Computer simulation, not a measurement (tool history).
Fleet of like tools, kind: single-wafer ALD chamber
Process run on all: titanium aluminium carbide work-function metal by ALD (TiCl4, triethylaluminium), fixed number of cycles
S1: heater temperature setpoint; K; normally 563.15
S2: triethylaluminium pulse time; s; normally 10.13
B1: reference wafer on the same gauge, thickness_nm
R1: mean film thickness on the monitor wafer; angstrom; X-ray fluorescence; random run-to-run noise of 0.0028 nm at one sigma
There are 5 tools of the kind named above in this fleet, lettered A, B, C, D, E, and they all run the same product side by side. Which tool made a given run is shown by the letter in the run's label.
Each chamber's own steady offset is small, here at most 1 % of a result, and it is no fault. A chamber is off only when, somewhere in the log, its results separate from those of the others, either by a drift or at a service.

{"run": "1A", "hour": 8.2, "S1": 563.15, "S2": 10.13, "B1": 2.2098, "R1": 19.228}
{"run": "2C", "hour": 23.2, "S1": 563.15, "S2": 10.13, "B1": 2.2105, "R1": 19.258}
{"run": "3E", "hour": 34.6, "S1": 563.15, "S2": 10.13, "B1": 2.2109, "R1": 19.114}
{"run": "4B", "hour": 43.8, "S1": 563.15, "S2": 10.13, "B1": 2.212, "R1": 19.379}
{"run": "5D", "hour": 54.4, "S1": 563.15, "S2": 10.13, "B1": 2.2109, "R1": 19.182}
{"hour": 62.9, "done": "chamber C: triethylaluminium bottle replaced"}
{"run": "6B", "hour": 64.6, "S1": 572.15, "S2": 6.43, "B1": 2.2122, "R1": 18.535}
{"run": "7C", "hour": 72.7, "S1": 572.15, "S2": 6.43, "B1": 2.2121, "R1": 18.401}
{"run": "8D", "hour": 87.5, "S1": 572.15, "S2": 6.43, "B1": 2.2124, "R1": 18.316}
{"run": "9E", "hour": 99.7, "S1": 572.15, "S2": 6.43, "B1": 2.2121, "R1": 18.191}
{"run": "10A", "hour": 114.8, "S1": 572.15, "S2": 6.43, "B1": 2.213, "R1": 18.449}
{"run": "11C", "hour": 122.5, "S1": 563.15, "S2": 10.13, "B1": 2.2132, "R1": 19.268}
{"run": "12D", "hour": 129.4, "S1": 563.15, "S2": 10.13, "B1": 2.2134, "R1": 19.192}
{"run": "13E", "hour": 141.6, "S1": 563.15, "S2": 10.13, "B1": 2.2142, "R1": 19.106}
{"run": "14B", "hour": 148.5, "S1": 563.15, "S2": 10.13, "B1": 2.2145, "R1": 19.387}
{"run": "15A", "hour": 163.3, "S1": 563.15, "S2": 10.13, "B1": 2.2139, "R1": 19.258}
{"run": "16A", "hour": 170.4, "S1": 572.15, "S2": 6.32, "B1": 2.2142, "R1": 18.376}
{"run": "17B", "hour": 184.5, "S1": 572.15, "S2": 6.32, "B1": 2.2152, "R1": 18.473}
{"run": "18D", "hour": 199.2, "S1": 572.15, "S2": 6.32, "B1": 2.2163, "R1": 18.245}
{"run": "19E", "hour": 208.9, "S1": 572.15, "S2": 6.32, "B1": 2.2155, "R1": 18.145}
{"hour": 211.3, "done": "chamber E: triethylaluminium bottle replaced"}
{"run": "20C", "hour": 217.8, "S1": 572.15, "S2": 6.32, "B1": 2.2173, "R1": 18.332}
{"run": "21B", "hour": 224.8, "S1": 555.15, "S2": 12.05, "B1": 2.2173, "R1": 19.008}
{"run": "22E", "hour": 238.0, "S1": 555.15, "S2": 12.05, "B1": 2.2167, "R1": 18.716}
{"run": "23C", "hour": 252.1, "S1": 555.15, "S2": 12.05, "B1": 2.2172, "R1": 18.804}
{"run": "24D", "hour": 259.3, "S1": 555.15, "S2": 12.05, "B1": 2.2181, "R1": 18.819}
{"run": "25A", "hour": 269.0, "S1": 555.15, "S2": 12.05, "B1": 2.217, "R1": 18.889}
{"run": "26D", "hour": 277.4, "S1": 571.15, "S2": 10.13, "B1": 2.2179, "R1": 19.943}
{"run": "27E", "hour": 289.7, "S1": 571.15, "S2": 10.13, "B1": 2.2174, "R1": 19.822}
{"run": "28B", "hour": 303.8, "S1": 571.15, "S2": 10.13, "B1": 2.2187, "R1": 20.099}
{"run": "29C", "hour": 314.1, "S1": 571.15, "S2": 10.13, "B1": 2.2187, "R1": 20.032}
{"run": "30A", "hour": 323.2, "S1": 571.15, "S2": 10.13, "B1": 2.2192, "R1": 19.952}
{"run": "31C", "hour": 330.7, "S1": 563.15, "S2": 10.13, "B1": 2.2195, "R1": 19.289}
{"run": "32E", "hour": 345.5, "S1": 563.15, "S2": 10.13, "B1": 2.22, "R1": 19.135}
{"hour": 355.3, "done": "chamber B: thermocouple changed; heater temperature recalibrated"}
{"run": "33B", "hour": 356.8, "S1": 563.15, "S2": 10.13, "B1": 2.2197, "R1": 19.392}
{"run": "34A", "hour": 371.5, "S1": 563.15, "S2": 10.13, "B1": 2.2206, "R1": 19.258}
{"run": "35D", "hour": 381.0, "S1": 563.15, "S2": 10.13, "B1": 2.2196, "R1": 19.232}
{"run": "36B", "hour": 389.4, "S1": 563.15, "S2": 10.13, "B1": 2.2217, "R1": 19.414}
{"run": "37C", "hour": 398.1, "S1": 569.15, "S2": 8.26, "B1": 2.2206, "R1": 19.295}
{"run": "38A", "hour": 409.0, "S1": 569.15, "S2": 8.26, "B1": 2.2217, "R1": 19.242}
{"run": "39D", "hour": 420.6, "S1": 569.15, "S2": 8.26, "B1": 2.2213, "R1": 19.223}
{"run": "40E", "hour": 429.7, "S1": 569.15, "S2": 8.26, "B1": 2.2223, "R1": 19.114}
{"run": "41E", "hour": 436.9, "S1": 569.15, "S2": 8.26, "B1": 2.222, "R1": 19.183}
{"run": "42B", "hour": 447.3, "S1": 563.15, "S2": 10.13, "B1": 2.222, "R1": 19.485}
{"run": "43A", "hour": 459.3, "S1": 563.15, "S2": 6.5, "B1": 2.2231, "R1": 17.81}
{"run": "44C", "hour": 468.1, "S1": 563.15, "S2": 6.5, "B1": 2.2227, "R1": 17.803}

Each of the 5 chambers runs these same settings next. Fill in every chamber's results:
{"run": "45A", "hour": 478.9, "S1": 577.15, "S2": 10.13, "R1": "?"}
{"run": "45B", "hour": 478.9, "S1": 577.15, "S2": 10.13, "R1": "?"}
{"run": "45C", "hour": 478.9, "S1": 577.15, "S2": 10.13, "R1": "?"}
{"run": "45D", "hour": 478.9, "S1": 577.15, "S2": 10.13, "R1": "?"}
{"run": "45E", "hour": 478.9, "S1": 577.15, "S2": 10.13, "R1": "?"}

run=45A R1=20.636
run=45B R1=20.652
run=45C R1=20.551
run=45D R1=20.524
run=45E R1=20.371
